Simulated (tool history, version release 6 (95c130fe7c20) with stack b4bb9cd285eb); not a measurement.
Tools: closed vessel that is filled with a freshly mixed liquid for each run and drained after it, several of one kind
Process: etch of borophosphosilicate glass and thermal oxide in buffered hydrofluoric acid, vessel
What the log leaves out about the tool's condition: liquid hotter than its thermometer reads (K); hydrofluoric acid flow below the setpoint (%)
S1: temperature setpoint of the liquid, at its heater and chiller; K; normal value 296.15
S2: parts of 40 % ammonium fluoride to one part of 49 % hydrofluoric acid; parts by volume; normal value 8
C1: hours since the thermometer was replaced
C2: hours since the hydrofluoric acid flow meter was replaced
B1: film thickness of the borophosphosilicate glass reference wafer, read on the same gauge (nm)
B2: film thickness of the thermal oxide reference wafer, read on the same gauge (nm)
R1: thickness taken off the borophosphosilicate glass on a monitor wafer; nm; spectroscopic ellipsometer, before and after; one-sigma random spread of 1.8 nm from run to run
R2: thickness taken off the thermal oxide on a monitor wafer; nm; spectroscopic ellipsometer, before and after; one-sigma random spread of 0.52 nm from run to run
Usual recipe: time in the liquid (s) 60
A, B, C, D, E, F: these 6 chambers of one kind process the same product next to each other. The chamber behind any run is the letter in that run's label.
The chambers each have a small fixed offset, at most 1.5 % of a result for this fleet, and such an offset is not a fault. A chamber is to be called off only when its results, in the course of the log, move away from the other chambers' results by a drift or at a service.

run 1F hour=3.0 | S1=296.15 S2=8 time_in_the_liquid_(s)=60 | C1=577.7 C2=375.6 | B1=110.03 B2=109.99 | R1=228.21 R2=80.498
run 2A hour=7.4 | S1=296.15 S2=8 time_in_the_liquid_(s)=60 | C1=178.7 C2=807.8 | B1=110.03 B2=110.04 | R1=222.69 R2=79.103
run 3E hour=11.8 | S1=296.15 S2=8 time_in_the_liquid_(s)=60 | C1=1783.7 C2=341.7 | B1=109.96 B2=110.01 | R1=223.54 R2=80.584
run 4D hour=14.7 | S1=296.15 S2=8 time_in_the_liquid_(s)=60 | C1=496.5 C2=2505.6 | B1=110.02 B2=109.98 | R1=221.48 R2=79.130
run 5B hour=18.2 | S1=296.15 S2=8 time_in_the_liquid_(s)=60 | C1=31.8 C2=229.7 | B1=109.95 B2=109.97 | R1=220.07 R2=79.748
-- hour=19.7 chamber D: hydrofluoric acid flow meter replaced
run 6C hour=22.1 | S1=296.15 S2=8 time_in_the_liquid_(s)=60 | C1=2364.3 C2=660.6 | B1=109.99 B2=110.01 | R1=224.41 R2=79.907
run 7E hour=25.7 | S1=296.15 S2=8 time_in_the_liquid_(s)=60 | C1=1797.6 C2=355.6 | B1=110.02 B2=110.01 | R1=223.65 R2=80.888
run 8C hour=28.9 | S1=296.15 S2=8 time_in_the_liquid_(s)=60 | C1=2371.1 C2=667.4 | B1=110.01 B2=109.99 | R1=228.22 R2=78.278
run 9B hour=31.5 | S1=296.15 S2=8 time_in_the_liquid_(s)=60 | C1=45.1 C2=243.0 | B1=110.01 B2=109.99 | R1=221.81 R2=80.256
run 10D hour=34.1 | S1=296.15 S2=8 time_in_the_liquid_(s)=60 | C1=515.9 C2=14.5 | B1=109.99 B2=109.98 | R1=220.22 R2=80.001
run 11A hour=36.8 | S1=296.15 S2=8 time_in_the_liquid_(s)=60 | C1=208.1 C2=837.2 | B1=110.01 B2=109.99 | R1=220.16 R2=80.410
run 12F hour=40.6 | S1=296.15 S2=8 time_in_the_liquid_(s)=60 | C1=615.3 C2=413.2 | B1=110.01 B2=110.03 | R1=224.30 R2=80.477
run 13B hour=42.7 | S1=298.15 S2=8 time_in_the_liquid_(s)=35 | C1=56.3 C2=254.2 | B1=110.00 B2=109.99 | R1=145.63 R2=52.131
run 14E hour=47.2 | S1=298.15 S2=8 time_in_the_liquid_(s)=35 | C1=1819.1 C2=377.1 | B1=110.00 B2=109.99 | R1=144.96 R2=52.160
-- hour=49.4 chamber E: thermometer replaced
run 15F hour=49.9 | S1=298.15 S2=8 time_in_the_liquid_(s)=35 | C1=624.6 C2=422.5 | B1=110.02 B2=110.00 | R1=146.76 R2=52.372
run 16D hour=53.5 | S1=298.15 S2=8 time_in_the_liquid_(s)=35 | C1=535.3 C2=33.9 | B1=110.00 B2=109.97 | R1=146.73 R2=51.971
run 17A hour=56.3 | S1=298.15 S2=8 time_in_the_liquid_(s)=35 | C1=227.6 C2=856.7 | B1=109.99 B2=110.02 | R1=143.83 R2=51.091
run 18C hour=59.4 | S1=298.15 S2=8 time_in_the_liquid_(s)=35 | C1=2401.6 C2=697.9 | B1=109.99 B2=110.01 | R1=144.54 R2=52.298
run 19E hour=62.8 | S1=296.15 S2=8 time_in_the_liquid_(s)=60 | C1=13.4 C2=392.7 | B1=109.97 B2=109.99 | R1=221.78 R2=80.034
run 20B hour=66.0 | S1=296.15 S2=8 time_in_the_liquid_(s)=60 | C1=79.6 C2=277.5 | B1=109.99 B2=110.00 | R1=223.90 R2=79.356
run 21C hour=69.2 | S1=296.15 S2=8 time_in_the_liquid_(s)=60 | C1=2411.4 C2=707.7 | B1=109.98 B2=110.01 | R1=225.57 R2=79.363
run 22F hour=71.4 | S1=296.15 S2=8 time_in_the_liquid_(s)=60 | C1=646.1 C2=444.0 | B1=109.98 B2=109.99 | R1=225.61 R2=81.633
run 23A hour=75.2 | S1=296.15 S2=8 time_in_the_liquid_(s)=60 | C1=246.5 C2=875.6 | B1=109.99 B2=110.00 | R1=222.46 R2=79.826
run 24D hour=77.8 | S1=296.15 S2=8 time_in_the_liquid_(s)=60 | C1=559.6 C2=58.2 | B1=110.01 B2=110.04 | R1=223.79 R2=80.403
run 25D hour=80.3 | S1=296.15 S2=8 time_in_the_liquid_(s)=60 | C1=562.1 C2=60.7 | B1=109.99 B2=110.02 | R1=221.85 R2=80.105
run 26F hour=83.3 | S1=296.15 S2=8 time_in_the_liquid_(s)=60 | C1=658.0 C2=455.9 | B1=110.05 B2=109.99 | R1=224.50 R2=82.053
run 27E hour=85.4 | S1=296.15 S2=6 time_in_the_liquid_(s)=70 | C1=36.0 C2=415.3 | B1=109.98 B2=110.01 | R1=347.85 R2=122.580
run 28C hour=89.3 | S1=296.15 S2=6 time_in_the_liquid_(s)=70 | C1=2431.5 C2=727.8 | B1=109.98 B2=110.01 | R1=348.68 R2=122.900
run 29A hour=92.4 | S1=296.15 S2=6 time_in_the_liquid_(s)=70 | C1=263.7 C2=892.8 | B1=110.00 B2=110.00 | R1=345.10 R2=121.000
run 30B hour=96.8 | S1=296.15 S2=6 time_in_the_liquid_(s)=70 | C1=110.4 C2=308.3 | B1=109.97 B2=109.96 | R1=345.04 R2=122.270
run 31F hour=100.5 | S1=296.15 S2=6 time_in_the_liquid_(s)=70 | C1=675.2 C2=473.1 | B1=109.98 B2=110.00 | R1=344.83 R2=124.270
run 32D hour=104.1 | S1=296.15 S2=6 time_in_the_liquid_(s)=70 | C1=585.9 C2=84.5 | B1=109.98 B2=110.02 | R1=348.51 R2=122.490
run 33C hour=106.3 | S1=296.15 S2=8 time_in_the_liquid_(s)=60 | C1=2448.5 C2=744.8 | B1=110.01 B2=109.97 | R1=221.21 R2=79.493
run 34A hour=109.9 | S1=296.15 S2=8 time_in_the_liquid_(s)=60 | C1=281.2 C2=910.3 | B1=110.01 B2=109.99 | R1=219.89 R2=79.089
run 35B hour=112.6 | S1=296.15 S2=8 time_in_the_liquid_(s)=60 | C1=126.2 C2=324.1 | B1=109.98 B2=110.04 | R1=221.96 R2=79.959
run 36E hour=116.6 | S1=296.15 S2=8 time_in_the_liquid_(s)=60 | C1=67.2 C2=446.5 | B1=110.02 B2=110.01 | R1=223.56 R2=79.588
run 37F hour=119.3 | S1=296.15 S2=8 time_in_the_liquid_(s)=95 | C1=694.0 C2=491.9 | B1=109.99 B2=109.97 | R1=361.32 R2=129.150

Does one chamber stand apart from the rest, does the shared gauge drift, or is all well apart from small per-chamber offsets? Give the chamber and the most likely cause, where there is one.

The fleet is healthy, with each chamber sitting at its usual small offset and no drift in the gauge.
